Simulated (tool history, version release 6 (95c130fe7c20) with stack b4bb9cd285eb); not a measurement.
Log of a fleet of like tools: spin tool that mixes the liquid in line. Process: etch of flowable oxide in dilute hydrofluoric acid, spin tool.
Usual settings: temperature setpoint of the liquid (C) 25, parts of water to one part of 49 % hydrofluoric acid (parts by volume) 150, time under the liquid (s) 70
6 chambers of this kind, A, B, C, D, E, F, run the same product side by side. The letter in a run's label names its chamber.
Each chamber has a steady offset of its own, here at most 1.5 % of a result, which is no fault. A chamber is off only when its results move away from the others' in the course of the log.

run,hour,temperature setpoint of the liquid (C),parts of water to one part of 49 % hydrofluoric acid (parts by volume),time under the liquid (s),hours since the thermometer was replaced,hours since the hydrofluoric acid flow meter was replaced,"read-back film thickness of the flowable oxide reference wafer, read on the same gauge (nm)",thickness taken off the flowable oxide on a monitor wafer (angstrom)
1D,9.2,25,150,70,2023.6,70.4,59.976,228.65
2E,20.6,25,150,70,763.5,219.3,59.982,226.3
3B,30.9,25,150,70,148.2,72.4,59.991,222.15
4F,38.4,25,150,70,704.6,634.2,60.042,225.96
5A,49.6,25,150,70,607.4,184.6,59.995,224.74
6C,63.7,25,150,70,247.1,637.2,59.978,226.94
7C,71.2,25,150,70,254.6,644.7,59.991,227.5
8B,79.7,25,150,70,197,121.2,60.029,223.62
9A,87.6,25,150,70,645.4,222.6,59.997,223.38
10E,98.4,25,150,70,841.3,297.1,60.02,225.53
11D,109.4,25,150,70,2123.8,170.6,60.051,227.75
12F,121,25,150,70,787.2,716.8,60.004,226.87
13A,134.7,23,185,70,692.5,269.7,60.01,162.72
14E,150.6,23,185,70,893.5,349.3,60.004,161.52
15F,159.7,23,185,70,825.9,755.5,60.032,163.4
16D,170.9,23,185,70,2185.3,232.1,59.984,164.7
17B,184.9,23,185,70,302.2,226.4,60.032,161.24
# hour 191.2: chamber A: thermometer replaced
18C,198,23,185,70,381.4,771.5,59.987,161.77
19F,208.1,25,150,70,874.3,803.9,60.022,225.75
20B,217.7,25,150,70,335,259.2,59.962,225.1
21C,232,25,150,70,415.4,805.5,59.963,225.59
22E,246.5,25,150,70,989.4,445.2,59.947,224.48
23D,259.9,25,150,70,2274.3,321.1,60.056,228.32
24A,270.4,25,150,70,79.2,405.4,59.996,225.09
25C,282.3,25,150,70,465.7,855.8,60.064,222.35
26E,294.3,25,150,70,1037.2,493,60,223.33
27A,308.1,25,150,70,116.9,443.1,60.008,224.56
28F,321.7,25,150,70,987.9,917.5,60.002,226.66
# hour 329.3: chamber F: thermometer replaced
29B,335.1,21.5,90,70,452.4,376.6,60.015,352.5
30D,342.3,21.5,90,70,2356.7,403.5,59.959,355.5
31C,350,21.5,90,70,533.4,923.5,59.97,355.15
# hour 351.1: chamber D: hydrofluoric acid flow meter replaced
32A,361.3,21.5,90,70,170.1,496.3,60.02,355.65
# hour 371.1: chamber B: thermometer replaced
33E,372.3,21.5,90,70,1115.2,571,59.972,345.35
34B,386.9,21.5,90,70,15.9,428.4,60.024,354.61
35F,394.4,25,150,70,65.1,990.2,60.007,224.52
36D,408.7,25,150,70,2423.1,57.6,60.048,226.41
37B,415.7,25,150,70,44.7,457.2,60.017,223.11
38F,428.2,25,150,70,98.9,1024,59.981,224.29
39D,441.1,25,150,70,2455.5,90,60.024,227.02
40E,455.6,25,150,70,1198.5,654.3,60.054,224.01

What goes on in this fleet: one chamber off, a drifting gauge, or nothing beyond the chambers' own small offsets? Name the chamber and the cause, if any.

No chamber stands off beyond its own small offset, and the gauge holds steady.
